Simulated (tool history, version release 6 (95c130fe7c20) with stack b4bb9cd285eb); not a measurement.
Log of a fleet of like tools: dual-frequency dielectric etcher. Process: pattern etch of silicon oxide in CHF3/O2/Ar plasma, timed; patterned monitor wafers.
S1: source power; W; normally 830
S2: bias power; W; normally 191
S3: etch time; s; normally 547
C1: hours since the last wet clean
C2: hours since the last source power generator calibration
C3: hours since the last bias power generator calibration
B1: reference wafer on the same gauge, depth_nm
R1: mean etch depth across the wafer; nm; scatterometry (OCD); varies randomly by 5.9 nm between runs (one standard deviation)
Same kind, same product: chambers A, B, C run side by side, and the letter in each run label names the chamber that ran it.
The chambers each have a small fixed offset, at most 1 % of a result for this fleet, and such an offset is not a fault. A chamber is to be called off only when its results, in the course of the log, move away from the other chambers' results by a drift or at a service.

| run | day | S1 | S2 | S3 | C1 | C2 | C3 | B1 | R1 |
|---|---|---|---|---|---|---|---|---|---|
|  | 0.204 | chamber C: wet clean of the chamber |
| 1A | 0.400 | 830 | 191 | 547 | 449.7 | 2339.2 | 209.8 | 1210.0 | 1246.0 |
|  | 0.625 | chamber B: wet clean of the chamber |
| 2B | 0.633 | 830 | 191 | 547 | 0.2 | 1465.2 | 1284.4 | 1209.6 | 1258.3 |
| 3C | 0.867 | 830 | 191 | 547 | 16.0 | 3900.7 | 521.5 | 1209.4 | 1231.8 |
| 4A | 1.271 | 830 | 191 | 547 | 470.6 | 2360.1 | 230.7 | 1209.5 | 1242.6 |
| 5B | 1.625 | 830 | 191 | 547 | 24.0 | 1489.0 | 1308.2 | 1210.6 | 1261.2 |
| 6C | 1.875 | 830 | 191 | 547 | 40.2 | 3924.9 | 545.7 | 1211.8 | 1241.6 |
| 7A | 2.108 | 830 | 191 | 547 | 490.7 | 2380.2 | 250.8 | 1211.0 | 1236.5 |
| 8C | 2.492 | 830 | 191 | 547 | 55.0 | 3939.7 | 560.5 | 1210.6 | 1249.8 |
| 9B | 2.892 | 960 | 191 | 547 | 54.4 | 1519.4 | 1338.6 | 1210.1 | 1322.9 |
| 10B | 3.225 | 960 | 191 | 547 | 62.4 | 1527.4 | 1346.6 | 1209.6 | 1327.4 |
| 11A | 3.417 | 960 | 191 | 547 | 522.1 | 2411.6 | 282.2 | 1211.5 | 1307.2 |
| 12C | 3.600 | 830 | 191 | 547 | 81.6 | 3966.3 | 587.1 | 1209.5 | 1233.5 |
| 13B | 3.971 | 830 | 191 | 547 | 80.3 | 1545.3 | 1364.5 | 1209.2 | 1255.2 |
| 14A | 4.271 | 830 | 191 | 547 | 542.6 | 2432.1 | 302.7 | 1210.0 | 1256.0 |
| 15C | 4.588 | 830 | 191 | 547 | 105.3 | 3990.0 | 610.8 | 1208.6 | 1230.2 |
| 16B | 4.808 | 830 | 191 | 547 | 100.4 | 1565.4 | 1384.6 | 1210.1 | 1253.6 |
| 17A | 5.054 | 830 | 191 | 547 | 561.4 | 2450.9 | 321.5 | 1210.3 | 1251.1 |
| 18C | 5.417 | 830 | 191 | 547 | 125.2 | 4009.9 | 630.7 | 1210.9 | 1234.6 |
| 19A | 5.662 | 830 | 191 | 547 | 576.0 | 2465.5 | 336.1 | 1209.8 | 1236.8 |
| 20B | 5.888 | 830 | 191 | 547 | 126.3 | 1591.3 | 1410.5 | 1209.3 | 1255.6 |
| 21C | 6.242 | 830 | 191 | 547 | 145.0 | 4029.7 | 650.5 | 1209.3 | 1241.8 |
| 22C | 6.592 | 830 | 191 | 547 | 153.4 | 4038.1 | 658.9 | 1209.9 | 1236.2 |
| 23B | 6.808 | 830 | 191 | 547 | 148.4 | 1613.4 | 1432.6 | 1209.9 | 1255.8 |
| 24A | 7.054 | 830 | 191 | 547 | 609.4 | 2498.9 | 369.5 | 1209.6 | 1241.8 |
| 25A | 7.296 | 830 | 191 | 547 | 615.2 | 2504.7 | 375.3 | 1210.2 | 1245.7 |
|  | 7.392 | chamber A: wet clean of the chamber |
| 26C | 7.521 | 750 | 158 | 547 | 175.7 | 4060.4 | 681.2 | 1211.3 | 1114.5 |
| 27B | 7.808 | 750 | 158 | 547 | 172.4 | 1637.4 | 1456.6 | 1210.2 | 1128.3 |
| 28C | 7.988 | 750 | 158 | 547 | 186.9 | 4071.6 | 692.4 | 1209.7 | 1117.3 |
| 29B | 8.333 | 830 | 191 | 547 | 185.0 | 1650.0 | 1469.2 | 1210.0 | 1255.7 |
| 30A | 8.621 | 830 | 229 | 547 | 29.6 | 2536.5 | 407.1 | 1210.1 | 1274.3 |
| 31C | 8.838 | 830 | 229 | 547 | 207.3 | 4092.0 | 712.8 | 1210.4 | 1310.5 |
| 32B | 9.079 | 830 | 229 | 547 | 202.9 | 1667.9 | 1487.1 | 1209.9 | 1341.6 |
| 33A | 9.317 | 830 | 191 | 547 | 46.3 | 2553.2 | 423.8 | 1210.4 | 1181.3 |
| 34A | 9.579 | 830 | 191 | 547 | 52.6 | 2559.5 | 430.1 | 1209.5 | 1180.2 |
| 35B | 9.808 | 830 | 191 | 547 | 220.4 | 1685.4 | 1504.6 | 1210.8 | 1260.2 |
|  | 10.021 | chamber C: source power generator calibrated |
| 36C | 10.200 | 830 | 191 | 547 | 240.0 | 4.3 | 745.5 | 1211.0 | 1234.4 |
| 37B | 10.554 | 830 | 191 | 547 | 238.3 | 1703.3 | 1522.5 | 1208.7 | 1256.6 |
| 38C | 10.904 | 830 | 191 | 547 | 256.9 | 21.2 | 762.4 | 1210.8 | 1232.6 |
| 39A | 11.217 | 830 | 191 | 547 | 91.9 | 2598.8 | 469.4 | 1210.9 | 1183.4 |
| 40C | 11.500 | 830 | 191 | 547 | 271.2 | 35.5 | 776.7 | 1210.0 | 1242.0 |
| 41A | 11.846 | 830 | 191 | 547 | 107.0 | 2613.9 | 484.5 | 1208.9 | 1193.4 |

Has any chamber moved away from the others, gradually or after a service, or does the common gauge drift, or do the chambers differ only by their own small steady offsets? State the chamber and the most likely cause if one applies.

A service on chamber A put it out of line with the rest.
Likeliest cause: etch rate under this chamber's usual, % = 4.26.

Which of the 4 candidates below, each the usual settings with something changed and its results left as question marks, puts chamber A back in line with what the other chambers give on the usual settings?
To be in line, a result may differ from the other chambers' mean on the usual settings by at most: R1 21.0 nm
| 42A-1 | 12.138 | 810 | 187 | 503.0 |  |  |  |  | ? |
| 42A-2 | 12.138 | 830 | 191 | 571.5 |  |  |  |  | ? |
| 42A-3 | 12.138 | 730 | 191 | 547.0 |  |  |  |  | ? |
| 42A-4 | 12.138 | 850 | 195 | 591.0 |  |  |  |  | ? |

Average result of the remaining chambers running the usual settings: R1 1247.1 nm
| run | R1 |
|---|---|
| 42A-1 | 1080.2 |
| 42A-2 | 1247.6 |
| 42A-3 | 1137.7 |
| 42A-4 | 1310.9 |
42A-2 puts the chamber back in line with the other chambers.
